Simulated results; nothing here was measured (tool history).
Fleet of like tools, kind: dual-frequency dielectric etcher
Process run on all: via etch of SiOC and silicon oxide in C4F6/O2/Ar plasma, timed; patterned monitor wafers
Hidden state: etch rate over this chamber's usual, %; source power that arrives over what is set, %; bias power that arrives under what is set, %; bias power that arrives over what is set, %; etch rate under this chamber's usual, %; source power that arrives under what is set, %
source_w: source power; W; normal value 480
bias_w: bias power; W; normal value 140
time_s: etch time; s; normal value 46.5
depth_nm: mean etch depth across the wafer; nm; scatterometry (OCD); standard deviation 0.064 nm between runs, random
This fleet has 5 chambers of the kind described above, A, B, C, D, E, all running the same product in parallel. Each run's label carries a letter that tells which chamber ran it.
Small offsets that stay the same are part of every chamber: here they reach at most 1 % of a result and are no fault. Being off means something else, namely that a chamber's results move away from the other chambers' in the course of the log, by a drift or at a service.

run,hour,source_w,bias_w,time_s,hours since the last wet clean,hours since the last source power generator calibration,hours since the last bias power generator calibration,"read-back reference wafer on the same gauge, depth_nm",depth_nm
1D,3.8,480,140,46.5,48.3,775.9,819.9,54.513,52.343
2C,8.1,480,140,46.5,310.5,1136.6,3410.9,54.475,52.285
3E,12.8,480,140,46.5,79.9,2922.2,337.1,54.487,52.583
4B,20.3,480,140,46.5,259.5,1401.2,628.5,54.457,52.626
5A,24.7,480,140,46.5,68.0,1120.2,2982.7,54.455,51.651
6E,28.8,480,140,46.5,95.9,2938.2,353.1,54.445,52.422
7A,35.5,480,140,46.5,78.8,1131.0,2993.5,54.424,51.633
8C,42.5,480,140,46.5,344.9,1171.0,3445.3,54.425,52.165
9D,46.4,540,140,40.0,90.9,818.5,862.5,54.403,47.166
10B,49.9,540,140,40.0,289.1,1430.8,658.1,54.407,47.376
11C,57.1,540,140,40.0,359.5,1185.6,3459.9,54.406,47.025
12B,61.1,540,140,40.0,300.3,1442.0,669.3,54.398,47.272
13D,67.9,540,140,40.0,112.4,840.0,884.0,54.386,47.009
14A,73.3,480,140,46.5,116.6,1168.8,3031.3,54.364,51.538
15E,76.9,480,140,46.5,144.0,2986.3,401.2,54.367,52.458
16E,83.4,480,140,46.5,150.5,2992.8,407.7,54.351,52.293
17B,88.5,440,140,46.5,327.7,1469.4,696.7,54.329,50.768
18A,93.8,440,140,46.5,137.1,1189.3,3051.8,54.345,49.740
19D,97.2,440,140,46.5,141.7,869.3,913.3,54.335,50.458
20C,102.6,440,140,46.5,405.0,1231.1,3505.4,54.327,50.307
21B,108.7,440,140,46.5,347.9,1489.6,716.9,54.327,50.691
22E,115.1,480,140,46.5,182.2,3024.5,439.4,54.299,52.227
23D,122.5,480,140,46.5,167.0,894.6,938.6,54.285,52.275
24C,127.1,480,140,46.5,429.5,1255.6,3529.9,54.281,51.928
25A,132.4,480,140,46.5,175.7,1227.9,3090.4,54.263,51.460
26D,136.5,480,140,46.5,181.0,908.6,952.6,54.273,52.110
27C,142.5,480,117,35.0,444.9,1271.0,3545.3,54.260,37.129
28A,145.8,480,117,35.0,189.1,1241.3,3103.8,54.245,36.645
29E,151.6,480,117,35.0,218.7,3061.0,475.9,54.235,37.235
30B,155.4,480,117,35.0,394.6,1536.3,763.6,54.230,37.416

All chambers now run identical settings, listed one chamber a line with results as question marks. What results will each chamber show?
31A,160.7,560,140,46.5,,,,,?
31B,160.7,560,140,46.5,,,,,?
31C,160.7,560,140,46.5,,,,,?
31D,160.7,560,140,46.5,,,,,?
31E,160.7,560,140,46.5,,,,,?

run,depth_nm
31A,54.704
31B,55.685
31C,55.226
31D,55.377
31E,55.389
